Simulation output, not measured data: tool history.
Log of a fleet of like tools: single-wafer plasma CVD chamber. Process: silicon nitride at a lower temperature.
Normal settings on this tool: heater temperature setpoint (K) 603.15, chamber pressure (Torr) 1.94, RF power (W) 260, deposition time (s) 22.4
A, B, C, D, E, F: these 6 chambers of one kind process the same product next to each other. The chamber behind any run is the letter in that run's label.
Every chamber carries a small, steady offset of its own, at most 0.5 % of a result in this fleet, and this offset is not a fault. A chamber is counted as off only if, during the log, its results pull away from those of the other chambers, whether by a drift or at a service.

| run | day | heater temperature setpoint (K) | chamber pressure (Torr) | RF power (W) | deposition time (s) | read-back reference wafer on the same gauge, thickness_nm | mean film thickness on the monitor wafer (Å) |
|---|---|---|---|---|---|---|---|
| 1C | 0.200 | 603.15 | 1.94 | 260 | 22.4 | 21.991 | 251.96 |
| 2F | 0.304 | 603.15 | 1.94 | 260 | 22.4 | 22.024 | 251.50 |
| 3D | 0.462 | 603.15 | 1.94 | 260 | 22.4 | 21.997 | 253.79 |
| 4B | 0.671 | 603.15 | 1.94 | 260 | 22.4 | 22.008 | 253.29 |
| 5A | 0.800 | 603.15 | 1.94 | 260 | 22.4 | 22.005 | 252.70 |
| 6E | 1.004 | 603.15 | 1.94 | 260 | 22.4 | 22.003 | 251.76 |
| 7E | 1.154 | 603.15 | 1.94 | 260 | 22.4 | 22.022 | 251.59 |
| 8F | 1.304 | 603.15 | 1.94 | 260 | 22.4 | 22.006 | 252.68 |
| 9A | 1.417 | 603.15 | 1.94 | 260 | 22.4 | 22.008 | 255.35 |
| 10B | 1.533 | 603.15 | 1.94 | 260 | 22.4 | 22.012 | 252.17 |
| 11C | 1.658 | 603.15 | 1.94 | 260 | 22.4 | 22.017 | 251.82 |
| 12D | 1.762 | 603.15 | 1.94 | 260 | 22.4 | 21.995 | 252.60 |
| 13E | 1.904 | 603.15 | 1.94 | 260 | 22.4 | 21.995 | 251.69 |
| 14F | 2.025 | 603.15 | 1.94 | 260 | 22.4 | 22.020 | 251.66 |
| 15A | 2.138 | 603.15 | 1.94 | 260 | 22.4 | 22.010 | 253.55 |
| 16C | 2.333 | 603.15 | 1.94 | 260 | 22.4 | 21.992 | 253.41 |
| 17D | 2.433 | 603.15 | 1.94 | 260 | 22.4 | 22.004 | 254.29 |
| 18B | 2.558 | 603.15 | 1.94 | 260 | 22.4 | 22.011 | 252.54 |
| 19E | 2.650 | 598.15 | 1.94 | 260 | 26.5 | 22.001 | 298.64 |
| 20A | 2.779 | 598.15 | 1.94 | 260 | 26.5 | 22.007 | 300.02 |
| 21D | 2.883 | 598.15 | 1.94 | 260 | 26.5 | 21.996 | 300.29 |
| 22C | 3.058 | 598.15 | 1.94 | 260 | 26.5 | 22.010 | 298.51 |
| 23B | 3.204 | 598.15 | 1.94 | 260 | 26.5 | 21.981 | 298.99 |
| 24F | 3.321 | 598.15 | 1.94 | 260 | 26.5 | 21.986 | 300.35 |
| 25A | 3.492 | 603.15 | 1.94 | 260 | 22.4 | 22.005 | 253.48 |
| 26B | 3.633 | 603.15 | 1.94 | 290 | 22.4 | 21.996 | 271.92 |
| 27C | 3.825 | 603.15 | 1.94 | 290 | 22.4 | 22.003 | 274.20 |
|  | 3.879 | chamber C: RF generator calibrated |
| 28D | 3.979 | 603.15 | 1.94 | 290 | 22.4 | 22.001 | 273.42 |
| 29F | 4.146 | 603.15 | 1.94 | 290 | 22.4 | 21.998 | 273.45 |
| 30E | 4.346 | 603.15 | 1.94 | 290 | 22.4 | 21.997 | 273.47 |
|  | 4.388 | chamber E: thermocouple changed; heater temperature recalibrated |
| 31A | 4.525 | 603.15 | 1.94 | 290 | 22.4 | 21.997 | 273.98 |
| 32B | 4.658 | 603.15 | 1.94 | 260 | 22.4 | 22.009 | 253.03 |
| 33E | 4.829 | 603.15 | 1.94 | 260 | 22.4 | 21.998 | 253.06 |
| 34D | 5.033 | 603.15 | 1.55 | 260 | 22.4 | 21.991 | 237.47 |
| 35C | 5.129 | 603.15 | 1.55 | 260 | 22.4 | 22.016 | 237.40 |
| 36F | 5.267 | 603.15 | 1.55 | 260 | 22.4 | 21.989 | 237.02 |
| 37B | 5.446 | 603.15 | 1.55 | 260 | 22.4 | 22.011 | 238.05 |
| 38F | 5.546 | 603.15 | 1.55 | 260 | 22.4 | 22.007 | 236.78 |
| 39C | 5.717 | 603.15 | 1.55 | 260 | 22.4 | 22.008 | 236.49 |
| 40A | 5.883 | 603.15 | 1.94 | 260 | 22.4 | 21.991 | 253.91 |
| 41E | 6.067 | 603.15 | 1.94 | 260 | 22.4 | 22.005 | 253.50 |
| 42D | 6.183 | 603.15 | 1.94 | 260 | 22.4 | 21.987 | 252.34 |
| 43B | 6.317 | 603.15 | 1.94 | 260 | 22.4 | 21.999 | 253.45 |
| 44E | 6.475 | 603.15 | 1.94 | 260 | 22.4 | 22.000 | 253.11 |

Each of the 6 chambers runs these same settings next. Fill in every chamber's results:
| 45A | 6.625 | 603.15 | 1.94 | 260 | 18.7 |  | ? |
| 45B | 6.625 | 603.15 | 1.94 | 260 | 18.7 |  | ? |
| 45C | 6.625 | 603.15 | 1.94 | 260 | 18.7 |  | ? |
| 45D | 6.625 | 603.15 | 1.94 | 260 | 18.7 |  | ? |
| 45E | 6.625 | 603.15 | 1.94 | 260 | 18.7 |  | ? |
| 45F | 6.625 | 603.15 | 1.94 | 260 | 18.7 |  | ? |

| run | mean film thickness on the monitor wafer (Å) |
|---|---|
| 45A | 212.21 |
| 45B | 210.88 |
| 45C | 210.72 |
| 45D | 210.64 |
| 45E | 211.32 |
| 45F | 211.68 |

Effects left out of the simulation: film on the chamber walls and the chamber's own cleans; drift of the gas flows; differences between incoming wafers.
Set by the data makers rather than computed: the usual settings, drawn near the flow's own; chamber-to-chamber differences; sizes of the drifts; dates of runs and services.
